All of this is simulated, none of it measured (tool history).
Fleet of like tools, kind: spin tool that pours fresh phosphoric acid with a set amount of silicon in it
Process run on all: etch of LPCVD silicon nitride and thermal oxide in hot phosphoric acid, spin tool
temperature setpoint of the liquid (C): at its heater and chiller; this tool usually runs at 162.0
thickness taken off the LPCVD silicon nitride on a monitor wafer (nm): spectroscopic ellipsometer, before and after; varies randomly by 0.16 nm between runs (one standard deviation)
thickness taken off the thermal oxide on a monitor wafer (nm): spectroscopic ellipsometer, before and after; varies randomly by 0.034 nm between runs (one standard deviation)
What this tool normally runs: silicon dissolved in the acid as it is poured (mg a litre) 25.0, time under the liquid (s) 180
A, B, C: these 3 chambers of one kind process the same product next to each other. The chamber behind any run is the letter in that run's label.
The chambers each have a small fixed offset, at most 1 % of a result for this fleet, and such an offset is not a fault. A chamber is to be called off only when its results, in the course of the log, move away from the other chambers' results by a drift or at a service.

| run | day | temperature setpoint of the liquid (C) | silicon dissolved in the acid as it is poured (mg a litre) | time under the liquid (s) | hours since the thermometer was replaced | hours since the dissolved silicon flow meter was replaced | hours since the heated supply line was repaired | read-back film thickness of the LPCVD silicon nitride reference wafer, read on the same gauge (nm) | read-back film thickness of the thermal oxide reference wafer, read on the same gauge (nm) | thickness taken off the LPCVD silicon nitride on a monitor wafer (nm) | thickness taken off the thermal oxide on a monitor wafer (nm) |
|---|---|---|---|---|---|---|---|---|---|---|---|
| 1A | 0.488 | 162.0 | 25.0 | 180 | 523.5 | 1112.5 | 606.4 | 99.990 | 40.026 | 16.2890 | 0.259330 |
| 2C | 0.854 | 162.0 | 25.0 | 180 | 1983.5 | 358.6 | 421.4 | 100.010 | 40.000 | 16.8990 | 0.259920 |
| 3B | 1.367 | 162.0 | 25.0 | 180 | 674.6 | 1095.0 | 1425.2 | 99.990 | 39.992 | 17.0060 | 0.344120 |
| 4B | 1.800 | 162.0 | 25.0 | 180 | 685.0 | 1105.4 | 1435.6 | 99.963 | 40.035 | 17.0610 | 0.328700 |
| 5A | 2.067 | 159.5 | 25.0 | 125 | 561.4 | 1150.4 | 644.3 | 99.994 | 39.991 | 10.5430 | 0.162800 |
| 6C | 2.438 | 159.5 | 25.0 | 125 | 2021.5 | 396.6 | 459.4 | 100.000 | 39.987 | 10.5190 | 0.160210 |
| 7B | 2.704 | 159.5 | 25.0 | 125 | 706.7 | 1127.1 | 1457.3 | 99.985 | 39.996 | 10.8140 | 0.166430 |
| 8C | 3.133 | 164.0 | 35.5 | 180 | 2038.2 | 413.3 | 476.1 | 100.010 | 40.013 | 17.4460 | 0.220530 |
| 9A | 3.508 | 164.0 | 35.5 | 180 | 596.0 | 1185.0 | 678.9 | 99.979 | 39.979 | 17.6580 | 0.176400 |
| 10A | 3.821 | 164.0 | 35.5 | 180 | 603.5 | 1192.5 | 686.4 | 100.050 | 40.016 | 17.5290 | 0.253870 |
| 11C | 4.317 | 162.0 | 25.0 | 180 | 2066.6 | 441.7 | 504.5 | 100.010 | 39.998 | 16.7520 | 0.312230 |
| 12B | 4.617 | 162.0 | 25.0 | 180 | 752.6 | 1173.0 | 1503.2 | 99.969 | 39.992 | 16.7410 | 0.297480 |
|  | 5.017 | chamber C: thermometer replaced |
| 13A | 5.067 | 162.0 | 25.0 | 180 | 633.4 | 1222.4 | 716.3 | 99.968 | 39.998 | 16.2690 | 0.307990 |
| 14C | 5.321 | 162.0 | 25.0 | 180 | 7.4 | 465.8 | 528.6 | 99.993 | 39.985 | 16.6460 | 0.293110 |
| 15B | 5.608 | 162.0 | 25.0 | 180 | 776.4 | 1196.8 | 1527.0 | 99.926 | 40.001 | 16.6710 | 0.330980 |
|  | 6.025 | chamber B: thermometer replaced |
| 16A | 6.033 | 162.0 | 25.0 | 265 | 656.6 | 1245.6 | 739.5 | 99.979 | 40.019 | 23.8620 | 0.421630 |
| 17B | 6.579 | 162.0 | 25.0 | 265 | 13.3 | 1220.1 | 1550.3 | 100.030 | 40.014 | 25.0580 | 0.526160 |
| 18C | 6.888 | 162.0 | 25.0 | 265 | 45.0 | 503.4 | 566.2 | 100.010 | 39.977 | 24.3670 | 0.392390 |
| 19A | 7.383 | 162.0 | 25.0 | 180 | 689.0 | 1278.0 | 771.9 | 100.030 | 39.980 | 15.7690 | 0.245960 |
| 20C | 7.892 | 162.0 | 25.0 | 180 | 69.1 | 527.5 | 590.3 | 100.040 | 39.996 | 16.4240 | 0.338550 |
| 21B | 8.229 | 162.0 | 34.5 | 80 | 52.9 | 1259.7 | 1589.9 | 100.030 | 40.005 | 7.5121 | 0.112390 |
| 22B | 8.496 | 162.0 | 34.5 | 80 | 59.3 | 1266.1 | 1596.3 | 99.992 | 40.018 | 7.4191 | 0.099372 |
| 23C | 8.904 | 162.0 | 34.5 | 80 | 93.4 | 551.8 | 614.6 | 100.010 | 40.006 | 7.2659 | 0.086806 |
| 24A | 9.288 | 162.0 | 25.0 | 180 | 734.7 | 1323.7 | 817.6 | 100.050 | 39.999 | 15.6600 | 0.262250 |
| 25B | 9.588 | 162.0 | 25.0 | 180 | 85.5 | 1292.3 | 1622.5 | 99.997 | 40.004 | 16.6300 | 0.296890 |
| 26C | 10.108 | 162.0 | 25.0 | 180 | 122.3 | 580.7 | 643.5 | 99.963 | 40.008 | 16.5180 | 0.338180 |

All chambers now run identical settings, listed one chamber a line with results as question marks. What results will each chamber show?
| 27A | 10.517 | 162.0 | 25.0 | 180 |  |  |  |  |  | ? | ? |
| 27B | 10.517 | 162.0 | 25.0 | 180 |  |  |  |  |  | ? | ? |
| 27C | 10.517 | 162.0 | 25.0 | 180 |  |  |  |  |  | ? | ? |

| run | thickness taken off the LPCVD silicon nitride on a monitor wafer (nm) | thickness taken off the thermal oxide on a monitor wafer (nm) |
|---|---|---|
| 27A | 15.5010 | 0.263010 |
| 27B | 16.6910 | 0.275440 |
| 27C | 16.5870 | 0.326800 |
